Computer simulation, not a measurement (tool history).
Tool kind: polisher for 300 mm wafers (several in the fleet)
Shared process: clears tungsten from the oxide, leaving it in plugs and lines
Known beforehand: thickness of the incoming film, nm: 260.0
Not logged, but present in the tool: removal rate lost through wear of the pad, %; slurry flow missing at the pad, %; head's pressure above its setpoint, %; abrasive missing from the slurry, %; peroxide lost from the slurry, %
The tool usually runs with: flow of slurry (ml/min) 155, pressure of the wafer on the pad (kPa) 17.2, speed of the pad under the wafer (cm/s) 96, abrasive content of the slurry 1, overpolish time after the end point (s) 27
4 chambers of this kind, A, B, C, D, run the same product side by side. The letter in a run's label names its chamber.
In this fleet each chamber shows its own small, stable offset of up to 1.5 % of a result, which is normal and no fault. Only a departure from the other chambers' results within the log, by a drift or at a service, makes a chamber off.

| run | day | flow of slurry (ml/min) | pressure of the wafer on the pad (kPa) | speed of the pad under the wafer (cm/s) | abrasive content of the slurry | overpolish time after the end point (s) | wafers polished on this pad | hours since the slurry nozzle was cleaned | hours since the head pressure was calibrated | hours since the slurry blender was calibrated | hours since the slurry got fresh peroxide | time until the end point was called (s) |
|---|---|---|---|---|---|---|---|---|---|---|---|---|
| 1B | 0.238 | 155 | 17.2 | 96 | 1 | 27 | 450 | 304.4 | 93.9 | 22.1 | 52.7 | 87.215 |
| 2C | 0.604 | 155 | 17.2 | 96 | 1 | 27 | 1080 | 331.8 | 452.7 | 204.7 | 86.4 | 87.322 |
| 3A | 1.017 | 155 | 17.2 | 96 | 1 | 27 | 1042 | 311.2 | 95.7 | 150.0 | 219.4 | 88.670 |
|  | 1.029 | chamber A: slurry tank refilled with fresh slurry and peroxide |
|  | 1.292 | chamber C: slurry tank refilled with fresh slurry and peroxide |
|  | 1.354 | chamber B: worn pad replaced by a new one |
| 4D | 1.379 | 155 | 17.2 | 96 | 1 | 27 | 546 | 234.6 | 916.4 | 61.2 | 138.4 | 86.830 |
|  | 1.725 | chamber C: slurry blender recalibrated |
|  | 1.817 | chamber B: slurry tank refilled with fresh slurry and peroxide |
| 5B | 1.817 | 170 | 12.4 | 96 | 1 | 27 | 85 | 342.3 | 131.8 | 60.0 | 0.1 | 118.540 |
|  | 1.967 | chamber D: slurry tank refilled with fresh slurry and peroxide |
| 6C | 2.029 | 170 | 12.4 | 96 | 1 | 27 | 1342 | 366.0 | 486.9 | 7.4 | 17.8 | 121.370 |
|  | 2.296 | chamber C: worn pad replaced by a new one |
| 7A | 2.354 | 170 | 12.4 | 96 | 1 | 27 | 1287 | 343.3 | 127.8 | 182.1 | 31.9 | 121.140 |
| 8D | 2.779 | 170 | 12.4 | 96 | 1 | 27 | 803 | 268.2 | 950.0 | 94.8 | 19.5 | 118.830 |
|  | 3.108 | chamber A: worn pad replaced by a new one |
| 9B | 3.162 | 155 | 17.2 | 82 | 1 | 27 | 332 | 374.6 | 164.1 | 92.3 | 32.4 | 101.410 |
|  | 3.167 | chamber D: head pressure recalibrated |
| 10D | 3.467 | 155 | 17.2 | 82 | 1 | 27 | 929 | 284.7 | 7.2 | 111.3 | 36.0 | 101.840 |
| 11C | 3.812 | 155 | 17.2 | 82 | 1 | 27 | 278 | 408.8 | 529.7 | 50.2 | 60.6 | 100.010 |
| 12A | 4.121 | 155 | 17.2 | 82 | 1 | 27 | 186 | 385.7 | 170.2 | 224.5 | 74.3 | 102.360 |
| 13C | 4.433 | 195 | 17.2 | 72 | 1 | 27 | 392 | 423.7 | 544.6 | 65.1 | 75.5 | 112.180 |
| 14B | 4.733 | 195 | 17.2 | 72 | 1 | 27 | 621 | 412.3 | 201.8 | 130.0 | 70.1 | 110.960 |
|  | 4.808 | chamber B: worn pad replaced by a new one |
| 15D | 5.017 | 195 | 17.2 | 72 | 1 | 27 | 1214 | 321.9 | 44.4 | 148.5 | 73.2 | 111.880 |
| 16A | 5.242 | 195 | 17.2 | 72 | 1 | 27 | 392 | 412.6 | 197.1 | 251.4 | 101.2 | 113.890 |
|  | 5.454 | chamber D: slurry blender recalibrated |
| 17A | 5.658 | 155 | 17.2 | 96 | 1 | 27 | 469 | 422.6 | 207.1 | 261.4 | 111.2 | 88.293 |
|  | 5.721 | chamber B: slurry tank refilled with fresh slurry and peroxide |
|  | 5.879 | chamber D: worn pad replaced by a new one |
|  | 6.083 | chamber C: slurry tank refilled with fresh slurry and peroxide |
| 18D | 6.104 | 155 | 17.2 | 96 | 1 | 27 | 42 | 348.0 | 70.5 | 15.6 | 99.3 | 85.951 |
| 19C | 6.483 | 155 | 17.2 | 96 | 1 | 27 | 769 | 472.9 | 593.8 | 114.3 | 9.6 | 87.194 |
| 20B | 6.888 | 155 | 17.2 | 128 | 1 | 17 | 382 | 464.0 | 253.5 | 181.7 | 28.0 | 65.573 |
|  | 7.046 | chamber D: slurry tank refilled with fresh slurry and peroxide |
| 21C | 7.342 | 155 | 17.2 | 128 | 1 | 17 | 927 | 493.5 | 614.4 | 134.9 | 30.2 | 65.633 |
| 22A | 7.817 | 155 | 17.2 | 128 | 1 | 17 | 865 | 474.4 | 258.9 | 313.2 | 163.0 | 66.368 |
| 23B | 8.258 | 155 | 17.2 | 128 | 1 | 17 | 633 | 496.9 | 286.4 | 214.6 | 60.9 | 65.806 |
| 24D | 8.567 | 155 | 17.2 | 96 | 1 | 27 | 494 | 407.1 | 129.6 | 74.7 | 36.6 | 87.252 |

Read the log: is a single chamber off, either drifting away or since a service, is the gauge that measures every chamber drifting, or is nothing wrong beyond small per-chamber offsets? Name any odd chamber and what most likely caused it.

No chamber is off and the gauge is stable; the differences are just each chamber's small, constant offset.
